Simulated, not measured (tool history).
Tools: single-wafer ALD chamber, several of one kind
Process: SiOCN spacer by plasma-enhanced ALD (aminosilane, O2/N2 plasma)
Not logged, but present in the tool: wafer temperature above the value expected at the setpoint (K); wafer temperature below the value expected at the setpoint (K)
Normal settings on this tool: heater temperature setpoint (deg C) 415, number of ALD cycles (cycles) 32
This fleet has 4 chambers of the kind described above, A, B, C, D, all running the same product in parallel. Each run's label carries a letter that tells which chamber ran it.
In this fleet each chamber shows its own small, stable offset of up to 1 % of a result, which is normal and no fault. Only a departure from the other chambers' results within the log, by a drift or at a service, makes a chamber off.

run	hour	heater temperature setpoint (deg C)	number of ALD cycles (cycles)	hours since the last thermocouple change	read-back reference wafer on the same gauge, thickness_nm	mean film thickness on the monitor wafer (nm)
1C	7.4	415	32	1423.9	1.6599	1.8333
2D	18.5	415	32	1517.9	1.6598	1.8325
3A	30.5	415	32	1005.0	1.6593	1.8282
4B	38.8	415	32	679.7	1.6583	1.8593
5B	50.1	415	32	691.0	1.6578	1.8592
6A	63.5	415	32	1038.0	1.6583	1.8265
7D	74.9	415	32	1574.3	1.6580	1.8359
8C	88.7	415	32	1505.2	1.6582	1.8347
9B	97.3	415	32	738.2	1.6574	1.8565
10D	110.8	415	32	1610.2	1.6559	1.8289
# hour 117.9: chamber A: thermocouple changed; heater temperature recalibrated
11C	124.5	404	32	1541.0	1.6567	1.8950
12A	131.7	404	32	13.9	1.6560	1.8945
13D	146.5	404	32	1645.9	1.6549	1.8928
14B	153.2	404	32	794.1	1.6565	1.9175
15C	160.3	415	32	1576.8	1.6549	1.8300
16A	167.4	415	32	49.6	1.6547	1.8312
17A	175.7	415	32	57.9	1.6552	1.8295
18B	183.8	415	32	824.7	1.6541	1.8516
19D	198.8	415	32	1698.2	1.6541	1.8295
20C	209.2	415	32	1625.7	1.6534	1.8263
21C	220.5	415	32	1637.0	1.6537	1.8264
22A	235.1	415	32	117.3	1.6534	1.8251
23D	243.5	415	32	1742.9	1.6530	1.8321
24B	252.9	415	32	893.8	1.6534	1.8524
25D	261.4	415	32	1760.8	1.6523	1.8328
26C	275.7	415	32	1692.2	1.6518	1.8261
27A	288.1	423	30	170.3	1.6517	1.6687
28B	297.1	423	30	938.0	1.6511	1.6914
29D	305.8	423	30	1805.2	1.6509	1.6675
30B	320.4	423	30	961.3	1.6510	1.6962
31C	330.5	415	32	1747.0	1.6498	1.8197
32A	341.2	415	32	223.4	1.6502	1.8185
33D	351.5	415	32	1850.9	1.6499	1.8258
34A	363.9	415	32	246.1	1.6491	1.8161
35C	373.2	415	32	1789.7	1.6491	1.8256
36B	388.0	415	32	1028.9	1.6491	1.8518
37C	399.5	415	32	1816.0	1.6479	1.8228

Predict what each chamber gives when all 4 of them run the settings below next.
38A	410.4	415	30			?
38B	410.4	415	30			?
38C	410.4	415	30			?
38D	410.4	415	30			?

run	mean film thickness on the monitor wafer (nm)
38A	1.7011
38B	1.7344
38C	1.7084
38D	1.7051
